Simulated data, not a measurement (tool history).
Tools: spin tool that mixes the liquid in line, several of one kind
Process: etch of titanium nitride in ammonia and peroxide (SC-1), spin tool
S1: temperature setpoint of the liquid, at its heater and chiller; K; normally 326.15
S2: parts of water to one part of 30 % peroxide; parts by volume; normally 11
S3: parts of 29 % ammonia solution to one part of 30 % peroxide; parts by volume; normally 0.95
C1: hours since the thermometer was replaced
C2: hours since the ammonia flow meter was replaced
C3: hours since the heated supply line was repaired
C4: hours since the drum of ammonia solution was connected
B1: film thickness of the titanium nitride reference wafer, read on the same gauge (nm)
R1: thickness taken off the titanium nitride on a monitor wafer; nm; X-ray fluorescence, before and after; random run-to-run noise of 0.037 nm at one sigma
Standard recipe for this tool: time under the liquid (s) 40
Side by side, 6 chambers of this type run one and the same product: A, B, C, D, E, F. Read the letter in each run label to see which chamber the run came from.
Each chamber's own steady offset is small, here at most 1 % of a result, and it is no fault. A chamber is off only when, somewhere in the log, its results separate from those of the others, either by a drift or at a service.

Run 1D, hour 7.3: usual settings; C1 1079.8; C2 582.6; C3 2381.9; C4 248.8; B1 50.016. Result: R1 4.2165 nm.
Run 2E, hour 19.0: usual settings; C1 111.8; C2 446.6; C3 80.8; C4 92.5; B1 49.992. Result: R1 4.1899 nm.
Run 3B, hour 34.2: usual settings; C1 678.4; C2 612.3; C3 820.2; C4 169.0; B1 50.008. Result: R1 4.2849 nm.
At hour 41.6: chamber D: thermometer replaced.
Run 4C, hour 41.9: usual settings; C1 83.7; C2 1313.1; C3 1545.8; C4 430.8; B1 49.996. Result: R1 4.2374 nm.
At hour 44.9: chamber D: heated supply line repaired.
Run 5F, hour 51.4: usual settings; C1 138.0; C2 1419.1; C3 678.2; C4 625.4; B1 50.020. Result: R1 4.2131 nm.
Run 6A, hour 60.7: usual settings; C1 95.3; C2 364.9; C3 514.6; C4 256.6; B1 50.018. Result: R1 4.2008 nm.
Run 7E, hour 69.4: usual settings; C1 162.2; C2 497.0; C3 131.2; C4 142.9; B1 50.009. Result: R1 4.2083 nm.
Run 8C, hour 83.8: usual settings; C1 125.6; C2 1355.0; C3 1587.7; C4 472.7; B1 49.995. Result: R1 4.1984 nm.
Run 9B, hour 96.6: usual settings; C1 740.8; C2 674.7; C3 882.6; C4 231.4; B1 49.971. Result: R1 4.2796 nm.
Run 10A, hour 110.6: usual settings; C1 145.2; C2 414.8; C3 564.5; C4 306.5; B1 50.031. Result: R1 4.2238 nm.
At hour 112.7: chamber F: new drum of ammonia solution connected.
Run 11F, hour 123.0: usual settings; C1 209.6; C2 1490.7; C3 749.8; C4 10.4; B1 49.999. Result: R1 4.2865 nm.
At hour 126.5: chamber B: new drum of ammonia solution connected.
Run 12D, hour 135.5: usual settings; C1 94.0; C2 710.8; C3 90.6; C4 377.0; B1 50.003. Result: R1 4.2240 nm.
Run 13C, hour 149.7: usual settings; C1 191.5; C2 1420.9; C3 1653.6; C4 538.6; B1 49.979. Result: R1 4.2211 nm.
Run 14B, hour 156.8: usual settings; C1 801.0; C2 734.9; C3 942.8; C4 30.4; B1 49.994. Result: R1 4.2564 nm.
Run 15F, hour 171.6: usual settings; C1 258.2; C2 1539.3; C3 798.4; C4 59.0; B1 50.012. Result: R1 4.1643 nm.
At hour 175.7: chamber C: ammonia flow meter replaced.
At hour 177.2: chamber A: new drum of ammonia solution connected.
At hour 179.6: chamber B: heated supply line repaired.
Run 16D, hour 183.5: usual settings; C1 142.0; C2 758.8; C3 138.6; C4 425.0; B1 49.985. Result: R1 4.2658 nm.
Run 17E, hour 191.7: usual settings; C1 284.5; C2 619.3; C3 253.5; C4 265.2; B1 49.999. Result: R1 4.1869 nm.
Run 18A, hour 203.3: usual settings; C1 237.9; C2 507.5; C3 657.2; C4 26.1; B1 49.993. Result: R1 4.1044 nm.
Run 19C, hour 217.0: usual settings; C1 258.8; C2 41.3; C3 1720.9; C4 605.9; B1 50.015. Result: R1 4.2342 nm.
Run 20A, hour 224.5: usual settings; C1 259.1; C2 528.7; C3 678.4; C4 47.3; B1 50.012. Result: R1 4.0584 nm.
At hour 228.1: chamber E: new drum of ammonia solution connected.
Run 21F, hour 234.1: usual settings; C1 320.7; C2 1601.8; C3 860.9; C4 121.5; B1 49.949. Result: R1 4.2111 nm.
Run 22B, hour 243.2: usual settings but S3 0.55 parts by volume; C1 887.4; C2 821.3; C3 63.6; C4 116.8; B1 50.003. Result: R1 3.8769 nm.
Run 23E, hour 250.1: usual settings but S3 0.55 parts by volume; C1 342.9; C2 677.7; C3 311.9; C4 22.0; B1 50.018. Result: R1 3.7604 nm.
Run 24D, hour 264.3: usual settings but S3 0.55 parts by volume; C1 222.8; C2 839.6; C3 219.4; C4 505.8; B1 50.004. Result: R1 3.8724 nm.
Run 25E, hour 275.7: usual settings but S3 0.55 parts by volume; C1 368.5; C2 703.3; C3 337.5; C4 47.6; B1 50.001. Result: R1 3.8449 nm.
Run 26C, hour 284.9: usual settings but S3 0.55 parts by volume; C1 326.7; C2 109.2; C3 1788.8; C4 673.8; B1 50.035. Result: R1 3.8476 nm.
Run 27B, hour 296.6: usual settings but S3 0.55 parts by volume; C1 940.8; C2 874.7; C3 117.0; C4 170.2; B1 50.016. Result: R1 3.8487 nm.
At hour 300.8: chamber C: new drum of ammonia solution connected.
Run 28F, hour 303.5: usual settings; C1 390.1; C2 1671.2; C3 930.3; C4 190.9; B1 49.983. Result: R1 4.3133 nm.
Run 29A, hour 316.4: usual settings but S1 319.65 K, S3 1.10 parts by volume; C1 351.0; C2 620.6; C3 770.3; C4 139.2; B1 49.972. Result: R1 2.5927 nm.
Run 30D, hour 325.2: usual settings but S1 319.65 K, S3 1.10 parts by volume; C1 283.7; C2 900.5; C3 280.3; C4 566.7; B1 49.997. Result: R1 2.7147 nm.
Run 31E, hour 332.8: usual settings but S1 319.65 K, S3 1.10 parts by volume; C1 425.6; C2 760.4; C3 394.6; C4 104.7; B1 49.965. Result: R1 2.7749 nm.
Run 32D, hour 347.6: usual settings but S1 319.65 K, S3 1.10 parts by volume; C1 306.1; C2 922.9; C3 302.7; C4 589.1; B1 49.988. Result: R1 2.7775 nm.
Run 33B, hour 362.7: usual settings but S1 319.65 K, S3 1.10 parts by volume; C1 1006.9; C2 940.8; C3 183.1; C4 236.3; B1 49.984. Result: R1 2.7674 nm.
At hour 375.0: chamber B: new drum of ammonia solution connected.
Run 34C, hour 376.8: usual settings but S1 319.65 K, S3 1.10 parts by volume; C1 418.6; C2 201.1; C3 1880.7; C4 76.1; B1 50.003. Result: R1 2.7335 nm.
Run 35A, hour 389.1: usual settings but time under the liquid (s) 20; C1 423.7; C2 693.3; C3 843.0; C4 211.9; B1 49.970. Result: R1 1.9291 nm.
Run 36F, hour 397.1: usual settings but time under the liquid (s) 20; C1 483.7; C2 1764.8; C3 1023.9; C4 284.5; B1 49.999. Result: R1 2.1467 nm.
Run 37C, hour 406.6: usual settings but time under the liquid (s) 20; C1 448.4; C2 230.9; C3 1910.5; C4 105.9; B1 49.980. Result: R1 2.0882 nm.
Run 38F, hour 416.5: usual settings but time under the liquid (s) 20; C1 503.1; C2 1784.2; C3 1043.3; C4 303.9; B1 49.993. Result: R1 2.1097 nm.
Run 39B, hour 425.3: usual settings but time under the liquid (s) 20; C1 1069.5; C2 1003.4; C3 245.7; C4 50.3; B1 50.040. Result: R1 2.1290 nm.
Run 40D, hour 439.7: usual settings but time under the liquid (s) 20; C1 398.2; C2 1015.0; C3 394.8; C4 681.2; B1 50.016. Result: R1 2.1178 nm.
Run 41E, hour 446.7: usual settings; C1 539.5; C2 874.3; C3 508.5; C4 218.6; B1 49.990. Result: R1 4.1594 nm.
Run 42A, hour 453.8: usual settings; C1 488.4; C2 758.0; C3 907.7; C4 276.6; B1 50.000. Result: R1 3.8388 nm.
Run 43E, hour 466.1: usual settings but S1 318.65 K; C1 558.9; C2 893.7; C3 527.9; C4 238.0; B1 50.007. Result: R1 2.4627 nm.

Has any chamber moved away from the others, gradually or after a service, or does the common gauge drift, or do the chambers differ only by their own small steady offsets? State the chamber and the most likely cause if one applies.

It is chamber A that slowly wanders off from its peers.
Cause: temperature lost on the way to the wafer (K) = 1.51.
From this log alone, it may not be told apart from: liquid colder than its thermometer reads (K).

Chamber A could run next with any of the 4 candidate recipes listed below; each alters the usual settings, and their results appear as question marks. Which one brings its results back in line with what the other chambers deliver on the usual settings?
To be in line, a result may differ from the other chambers' mean on the usual settings by at most: R1 0.1300 nm
Run 44A-1, hour 477.4: usual settings but S1 329.65 K. Result: R1 ?.
Run 44A-2, hour 477.4: usual settings but S1 324.65 K, time under the liquid (s) 35. Result: R1 ?.
Run 44A-3, hour 477.4: usual settings but S1 324.65 K. Result: R1 ?.
Run 44A-4, hour 477.4: usual settings but time under the liquid (s) 45. Result: R1 ?.

What the other chambers average on the usual settings: R1 4.2302 nm
  run      R1
44A-1  4.8198
44A-2  3.0068
44A-3  3.4363
44A-4  4.2838
The right change is 44A-4: it brings the chamber back within the allowed miss of the others.
